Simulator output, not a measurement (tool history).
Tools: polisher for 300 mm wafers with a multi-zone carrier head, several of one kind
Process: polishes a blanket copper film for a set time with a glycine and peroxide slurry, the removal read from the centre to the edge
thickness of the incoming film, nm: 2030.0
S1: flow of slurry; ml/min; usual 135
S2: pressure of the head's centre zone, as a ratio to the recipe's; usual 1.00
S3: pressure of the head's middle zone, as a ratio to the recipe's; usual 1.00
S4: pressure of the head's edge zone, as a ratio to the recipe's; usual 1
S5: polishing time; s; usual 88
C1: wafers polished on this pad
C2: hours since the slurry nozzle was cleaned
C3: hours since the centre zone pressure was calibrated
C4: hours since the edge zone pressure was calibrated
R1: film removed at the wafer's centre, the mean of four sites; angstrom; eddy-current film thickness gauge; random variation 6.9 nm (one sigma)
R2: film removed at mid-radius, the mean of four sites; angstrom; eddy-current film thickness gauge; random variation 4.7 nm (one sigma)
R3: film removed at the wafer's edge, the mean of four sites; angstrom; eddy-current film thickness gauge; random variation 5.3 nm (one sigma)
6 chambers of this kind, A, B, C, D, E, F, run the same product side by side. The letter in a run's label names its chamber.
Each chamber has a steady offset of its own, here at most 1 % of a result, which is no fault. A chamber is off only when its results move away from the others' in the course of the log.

| run | hour | S1 | S2 | S3 | S4 | S5 | C1 | C2 | C3 | C4 | R1 | R2 | R3 |
|---|---|---|---|---|---|---|---|---|---|---|---|---|---|
| 1C | 3.5 | 135 | 1.00 | 1.00 | 1 | 88 | 841 | 648.7 | 442.6 | 322.8 | 4674.3 | 4680.1 | 4599.2 |
|  | 4.1 | chamber E: worn pad replaced by a new one |
| 2D | 7.8 | 135 | 1.00 | 1.00 | 1 | 88 | 371 | 659.0 | 631.3 | 577.1 | 4726.7 | 4621.0 | 4675.8 |
|  | 8.3 | chamber C: edge zone pressure recalibrated |
| 3B | 11.1 | 135 | 1.00 | 1.00 | 1 | 88 | 107 | 88.9 | 790.8 | 49.3 | 4589.5 | 4612.3 | 4619.3 |
|  | 12.7 | chamber A: worn pad replaced by a new one |
| 4A | 16.8 | 135 | 1.00 | 1.00 | 1 | 88 | 39 | 299.3 | 84.4 | 528.3 | 4706.0 | 4628.6 | 4667.7 |
| 5E | 21.4 | 135 | 1.00 | 1.00 | 1 | 88 | 165 | 181.1 | 430.5 | 1126.8 | 4489.1 | 4485.2 | 4575.5 |
|  | 21.8 | chamber C: worn pad replaced by a new one |
| 6F | 26.1 | 135 | 1.00 | 1.00 | 1 | 88 | 1051 | 85.4 | 356.1 | 379.8 | 4725.3 | 4635.7 | 4635.0 |
| 7F | 32.3 | 135 | 1.00 | 1.00 | 1 | 88 | 1110 | 91.6 | 362.3 | 386.0 | 4672.2 | 4571.3 | 4721.7 |
| 8B | 35.5 | 135 | 1.00 | 1.00 | 1 | 88 | 339 | 113.3 | 815.2 | 73.7 | 4742.9 | 4686.5 | 4583.9 |
| 9E | 40.8 | 170 | 0.93 | 1.00 | 1 | 88 | 350 | 200.5 | 449.9 | 1146.2 | 4571.7 | 4762.7 | 4705.9 |
| 10C | 44.1 | 170 | 0.93 | 1.00 | 1 | 88 | 212 | 689.3 | 483.2 | 35.9 | 4462.4 | 4940.2 | 4755.9 |
| 11A | 48.8 | 170 | 0.93 | 1.00 | 1 | 88 | 344 | 331.3 | 116.4 | 560.3 | 4471.4 | 4886.5 | 4818.3 |
| 12D | 52.5 | 170 | 0.93 | 1.00 | 1 | 88 | 797 | 703.7 | 676.0 | 621.8 | 4421.9 | 4869.0 | 4765.4 |
|  | 52.6 | chamber F: worn pad replaced by a new one |
|  | 53.8 | chamber D: worn pad replaced by a new one |
| 13B | 58.1 | 170 | 0.93 | 1.00 | 1 | 88 | 555 | 135.9 | 837.8 | 96.3 | 4436.3 | 4838.5 | 4704.9 |
|  | 62.6 | chamber E: worn pad replaced by a new one |
| 14C | 63.2 | 170 | 0.93 | 1.00 | 1 | 88 | 394 | 708.4 | 502.3 | 55.0 | 4533.3 | 4789.4 | 4814.2 |
| 15E | 69.1 | 135 | 1.00 | 1.10 | 1 | 88 | 62 | 228.8 | 478.2 | 1174.5 | 4571.5 | 4937.9 | 4489.8 |
|  | 69.8 | chamber E: slurry nozzle cleaned |
| 16F | 73.1 | 135 | 1.00 | 1.10 | 1 | 88 | 195 | 132.4 | 403.1 | 426.8 | 4660.3 | 5020.2 | 4612.7 |
| 17D | 77.1 | 135 | 1.00 | 1.10 | 1 | 88 | 222 | 728.3 | 700.6 | 646.4 | 4697.8 | 5182.8 | 4619.6 |
| 18A | 80.3 | 135 | 1.00 | 1.10 | 1 | 88 | 644 | 362.8 | 147.9 | 591.8 | 4546.7 | 5018.9 | 4609.9 |
| 19A | 84.1 | 135 | 1.00 | 1.10 | 1 | 88 | 680 | 366.6 | 151.7 | 595.6 | 4685.8 | 5076.7 | 4628.4 |
| 20B | 89.1 | 135 | 1.00 | 1.10 | 1 | 88 | 850 | 166.9 | 868.8 | 127.3 | 4733.2 | 5030.6 | 4609.3 |
| 21D | 93.6 | 135 | 1.00 | 1.00 | 1 | 88 | 380 | 744.8 | 717.1 | 662.9 | 4641.0 | 4675.9 | 4713.4 |
| 22C | 97.1 | 135 | 1.00 | 1.00 | 1 | 88 | 717 | 742.3 | 536.2 | 88.9 | 4573.5 | 4603.0 | 4670.7 |
| 23F | 101.7 | 135 | 1.00 | 0.94 | 1 | 61 | 467 | 161.0 | 431.7 | 455.4 | 3217.6 | 3052.2 | 3291.3 |
| 24E | 105.3 | 135 | 1.00 | 0.94 | 1 | 61 | 407 | 35.5 | 514.4 | 1210.7 | 3161.2 | 3013.5 | 3124.5 |
|  | 105.6 | chamber D: slurry nozzle cleaned |
| 25E | 108.7 | 135 | 1.00 | 0.94 | 1 | 61 | 439 | 38.9 | 517.8 | 1214.1 | 3161.5 | 2959.1 | 3180.2 |
|  | 113.4 | chamber A: slurry nozzle cleaned |
| 26D | 115.2 | 135 | 1.00 | 0.94 | 1 | 61 | 585 | 9.6 | 738.7 | 684.5 | 3216.3 | 3022.9 | 3312.0 |
|  | 118.6 | chamber C: worn pad replaced by a new one |
| 27F | 118.7 | 135 | 1.00 | 0.94 | 1 | 61 | 629 | 178.0 | 448.7 | 472.4 | 3180.1 | 3021.6 | 3272.0 |
|  | 120.6 | chamber B: worn pad replaced by a new one |
| 28C | 122.9 | 135 | 1.00 | 0.94 | 1 | 61 | 41 | 768.1 | 562.0 | 114.7 | 3082.4 | 2960.7 | 3200.8 |
|  | 123.1 | chamber E: edge zone pressure recalibrated |
| 29B | 128.3 | 135 | 1.00 | 1.00 | 1 | 88 | 74 | 206.1 | 908.0 | 166.5 | 4734.9 | 4576.6 | 4560.2 |
| 30A | 133.6 | 135 | 1.00 | 1.00 | 1 | 88 | 1151 | 20.3 | 201.2 | 645.1 | 4566.0 | 4585.7 | 4647.5 |
|  | 134.9 | chamber E: worn pad replaced by a new one |
| 31D | 137.3 | 135 | 1.00 | 1.00 | 1 | 88 | 796 | 31.7 | 760.8 | 706.6 | 4630.2 | 4589.3 | 4654.5 |
|  | 140.9 | chamber D: worn pad replaced by a new one |
| 32B | 142.0 | 135 | 1.00 | 1.00 | 1 | 88 | 204 | 219.8 | 921.7 | 180.2 | 4766.2 | 4674.3 | 4660.3 |
| 33C | 145.0 | 135 | 1.00 | 1.05 | 1 | 88 | 251 | 790.2 | 584.1 | 136.8 | 4307.5 | 4921.6 | 4610.4 |
|  | 147.0 | chamber B: slurry nozzle cleaned |
|  | 148.7 | chamber A: worn pad replaced by a new one |
| 34E | 149.1 | 135 | 1.00 | 1.05 | 1 | 88 | 136 | 79.3 | 558.2 | 26.0 | 4645.7 | 4739.2 | 4575.4 |
| 35A | 154.7 | 135 | 1.00 | 1.05 | 1 | 88 | 58 | 41.4 | 222.3 | 666.2 | 4707.8 | 4839.8 | 4707.8 |
| 36F | 158.7 | 135 | 1.00 | 1.05 | 1 | 88 | 1010 | 218.0 | 488.7 | 512.4 | 4589.9 | 4802.4 | 4631.5 |
| 37A | 162.9 | 135 | 1.00 | 1.05 | 1 | 88 | 136 | 49.6 | 230.5 | 674.4 | 4720.3 | 4862.1 | 4619.9 |
| 38C | 168.9 | 135 | 1.00 | 1.05 | 1 | 88 | 479 | 814.1 | 608.0 | 160.7 | 4327.2 | 4931.5 | 4670.0 |
| 39F | 171.9 | 135 | 1.00 | 1.00 | 1 | 88 | 1136 | 231.2 | 501.9 | 525.6 | 4605.8 | 4572.5 | 4655.3 |
| 40B | 177.7 | 135 | 1.00 | 1.00 | 1 | 88 | 544 | 30.8 | 957.4 | 215.9 | 4720.0 | 4653.2 | 4701.5 |
| 41D | 182.6 | 135 | 1.00 | 1.00 | 1 | 88 | 397 | 77.0 | 806.1 | 751.9 | 4735.4 | 4681.7 | 4769.9 |
| 42E | 186.6 | 135 | 1.00 | 1.00 | 1 | 88 | 493 | 116.8 | 595.7 | 63.5 | 4636.3 | 4567.4 | 4559.3 |

Next, every chamber runs the same settings. What will each give?
| 43A | 191.4 | 135 | 1.09 | 1.00 | 1 | 88 |  |  |  |  | ? | ? | ? |
| 43B | 191.4 | 135 | 1.09 | 1.00 | 1 | 88 |  |  |  |  | ? | ? | ? |
| 43C | 191.4 | 135 | 1.09 | 1.00 | 1 | 88 |  |  |  |  | ? | ? | ? |
| 43D | 191.4 | 135 | 1.09 | 1.00 | 1 | 88 |  |  |  |  | ? | ? | ? |
| 43E | 191.4 | 135 | 1.09 | 1.00 | 1 | 88 |  |  |  |  | ? | ? | ? |
| 43F | 191.4 | 135 | 1.09 | 1.00 | 1 | 88 |  |  |  |  | ? | ? | ? |

| run | R1 | R2 | R3 |
|---|---|---|---|
| 43A | 5168.9 | 4551.6 | 4735.7 |
| 43B | 5189.8 | 4690.2 | 4643.0 |
| 43C | 4613.5 | 4663.7 | 4664.4 |
| 43D | 5138.8 | 4632.2 | 4735.2 |
| 43E | 5088.4 | 4503.0 | 4466.9 |
| 43F | 5129.6 | 4651.3 | 4695.1 |
